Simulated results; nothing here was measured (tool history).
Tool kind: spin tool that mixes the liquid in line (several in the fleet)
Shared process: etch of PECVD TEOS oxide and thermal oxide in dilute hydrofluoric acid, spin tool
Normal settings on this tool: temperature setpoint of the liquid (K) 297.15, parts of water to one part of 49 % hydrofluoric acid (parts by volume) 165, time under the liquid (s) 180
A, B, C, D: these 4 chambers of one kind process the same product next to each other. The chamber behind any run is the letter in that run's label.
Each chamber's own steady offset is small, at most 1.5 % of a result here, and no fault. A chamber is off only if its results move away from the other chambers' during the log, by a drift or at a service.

run,hour,temperature setpoint of the liquid (K),parts of water to one part of 49 % hydrofluoric acid (parts by volume),time under the liquid (s),hours since the thermometer was replaced,hours since the hydrofluoric acid flow meter was replaced,"read-back film thickness of the PECVD TEOS oxide reference wafer, read on the same gauge (nm)","read-back film thickness of the thermal oxide reference wafer, read on the same gauge (nm)",thickness taken off the PECVD TEOS oxide on a monitor wafer (Å),thickness taken off the thermal oxide on a monitor wafer (Å)
1C,2.8,297.15,165,180,148.6,889.8,70,139.99,223.05,45.916
2D,5.8,297.15,165,180,1656.8,955.2,70.031,140,228.17,45.521
3B,10.4,297.15,165,180,669.7,405.9,70.014,140,220.43,44.714
4A,12.7,297.15,165,180,39.8,1537.7,69.992,140,227.44,45.005
5B,16.3,297.15,165,180,675.6,411.8,70.02,140.01,225.15,44.495
6D,19.9,292.65,165,85,1670.9,969.3,70.004,139.99,89.656,17.613
7C,22.2,292.65,165,85,168,909.2,70,140.01,88.656,17.749
8A,25.7,292.65,165,85,52.8,1550.7,69.975,139.99,89.93,17.993
9A,30.1,292.65,165,85,57.2,1555.1,70.01,139.98,91.342,17.981
10C,34.6,297.15,165,180,180.4,921.6,69.989,140,225.23,44.498
11B,39.3,300.15,165,255,698.6,434.8,69.967,140.01,351.47,69.745
12D,43.6,300.15,165,255,1694.6,993,70.039,140,348.85,68.488
13D,46.2,300.15,165,255,1697.2,995.6,69.998,139.99,346.86,68.226
14B,49.3,300.15,165,255,708.6,444.8,69.951,140,351.29,70.599
15A,51.5,297.15,165,180,78.6,1576.5,69.982,140,225.83,45.454
16C,54.6,297.15,165,180,200.4,941.6,69.98,140,225.73,45.43
17C,57.9,297.15,165,180,203.7,944.9,70.048,140,223.83,45.301
18A,62.3,297.15,165,180,89.4,1587.3,69.98,139.99,229.22,45.522
19B,64.6,297.15,165,180,723.9,460.1,70.011,139.98,224.36,44.517
20D,69.3,301.65,215,180,1720.3,1018.7,69.997,139.99,177.5,35.551
21C,73.8,301.65,215,180,219.6,960.8,69.981,140,190.55,38.203
22A,76.9,301.65,215,180,104,1601.9,69.998,140.01,192.21,38.437
23D,79.4,301.65,215,180,1730.4,1028.8,70.007,140.01,177.01,34.906
24B,84.2,297.15,165,120,743.5,479.7,69.996,140,148.7,29.758

Does one chamber stand apart from the rest, does the shared gauge drift, or is all well apart from small per-chamber offsets? Give the chamber and the most likely cause, where there is one.

Chamber D drifts away from the others.
Likeliest cause: hydrofluoric acid flow below the setpoint (%) = 8.48.
The log may not separate it from: liquid colder than its thermometer reads (K).

Which of the 4 candidates below, each the usual settings with something changed and its results left as question marks, puts chamber D back in line with what the other chambers give on the usual settings?
To be in line, a result may differ from the other chambers' mean on the usual settings by at most: thickness taken off the PECVD TEOS oxide on a monitor wafer (Å) 6.6; thickness taken off the thermal oxide on a monitor wafer (Å) 1.2
25D-1,87.6,297.15,160,190,,,,,?,?
25D-2,87.6,297.15,165,175,,,,,?,?
25D-3,87.6,297.15,170,170,,,,,?,?
25D-4,87.6,297.15,165,185,,,,,?,?

Average result of the remaining chambers running the usual settings: thickness taken off the PECVD TEOS oxide on a monitor wafer (Å) 224.63; thickness taken off the thermal oxide on a monitor wafer (Å) 44.823
run,thickness taken off the PECVD TEOS oxide on a monitor wafer (Å),thickness taken off the thermal oxide on a monitor wafer (Å)
25D-1,222.78,44.397
25D-2,197.79,39.415
25D-3,185.38,36.942
25D-4,209.09,41.668
It is 25D-1 that realigns the chamber with its peers.

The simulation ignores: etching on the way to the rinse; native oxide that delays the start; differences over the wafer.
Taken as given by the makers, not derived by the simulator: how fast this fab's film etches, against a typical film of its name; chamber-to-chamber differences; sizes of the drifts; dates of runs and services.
